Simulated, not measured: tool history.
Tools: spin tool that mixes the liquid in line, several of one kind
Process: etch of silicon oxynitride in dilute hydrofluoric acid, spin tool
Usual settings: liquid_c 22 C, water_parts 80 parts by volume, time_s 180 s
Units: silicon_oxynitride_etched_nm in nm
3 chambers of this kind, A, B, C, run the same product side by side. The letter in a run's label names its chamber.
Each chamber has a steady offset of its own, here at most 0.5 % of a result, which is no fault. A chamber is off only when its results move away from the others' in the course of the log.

run   hour  liquid_c  water_parts  time_s  read-back film thickness of the silicon oxynitride reference wafer, read on the same gauge (nm)  silicon_oxynitride_etched_nm
 1C    4.3        22           80     180                                                                                           90.038                        5.3254
 2A   10.5        22           80     180                                                                                           89.997                        5.3778
 3B   14.3        22           80     180                                                                                           90.023                        5.3955
 4C   19.6        22           80     180                                                                                           90.001                        5.4012
 5A   25.4        22           80     180                                                                                           90.008                        5.3657
 6B   32.5        22           80     180                                                                                           90.016                        5.3825
 7C   37.8        22           80     180                                                                                           89.998                        5.3938
 8B   42.3        22           80     180                                                                                           89.996                        5.4369
 9A   46.2        22           80     180                                                                                           90.019                        5.3417
10B     52        22           80     180                                                                                           89.989                        5.3604
11C   58.6        22           80     180                                                                                           90.033                        5.3793
12A   63.3        22          110     180                                                                                           90.003                        3.7889
13A   68.6        22          110     180                                                                                           89.984                        3.8213
14C     75        22          110     180                                                                                           89.956                        3.8006
15B   79.8        22           80     180                                                                                           90.001                        5.4092
16B   86.6        22           65     180                                                                                           90.024                        6.7186
17A   94.1        22           65     180                                                                                           89.981                        6.6963
18C  101.3        22           65     180                                                                                            89.97                          6.75
19B  105.3        22           80     180                                                                                           90.036                        5.3891
20C  108.8        22           80     180                                                                                           90.007                        5.4274
21A    113        22           80     180                                                                                           90.047                        5.4001
22B  116.6        22           80     180                                                                                           90.017                        5.3827
23A  123.9        22           45     180                                                                                           89.999                        9.8978
24C  128.3        22           45     180                                                                                            89.98                         9.945
25A  135.3        22           45     180                                                                                            89.99                         9.926
26C  142.6        22           80     180                                                                                            90.02                        5.3626
27B  146.9        22           80     180                                                                                           89.951                        5.3486
28C    152        26           80     115                                                                                           90.032                         4.159
29A    159        26           80     115                                                                                           89.971                        4.1554
30B  162.9        26           80     115                                                                                           89.982                        4.1978
31B  166.5        22           80     180                                                                                           89.983                        5.3635
32A    172        22           80     180                                                                                           89.963                        5.3862
33C  179.1        22           60     145                                                                                           89.998                        5.8887
34C    184        22           60     145                                                                                           89.998                        5.9399
35A  190.3        22           60     145                                                                                           90.009                        5.8447
36B  194.5        22           80     180                                                                                           90.011                        5.3569
37B  200.7      24.5           80     265                                                                                           90.005                        8.9833
38A  206.8      24.5           80     265                                                                                           90.007                         8.958
39C    211      24.5           80     265                                                                                           90.006                        8.9096
40B  215.3        22           80     180                                                                                           89.944                         5.381

What goes on in this fleet: one chamber off, a drifting gauge, or nothing beyond the chambers' own small offsets? Name the chamber and the cause, if any.

No chamber stands off beyond its own small offset, and the gauge holds steady.

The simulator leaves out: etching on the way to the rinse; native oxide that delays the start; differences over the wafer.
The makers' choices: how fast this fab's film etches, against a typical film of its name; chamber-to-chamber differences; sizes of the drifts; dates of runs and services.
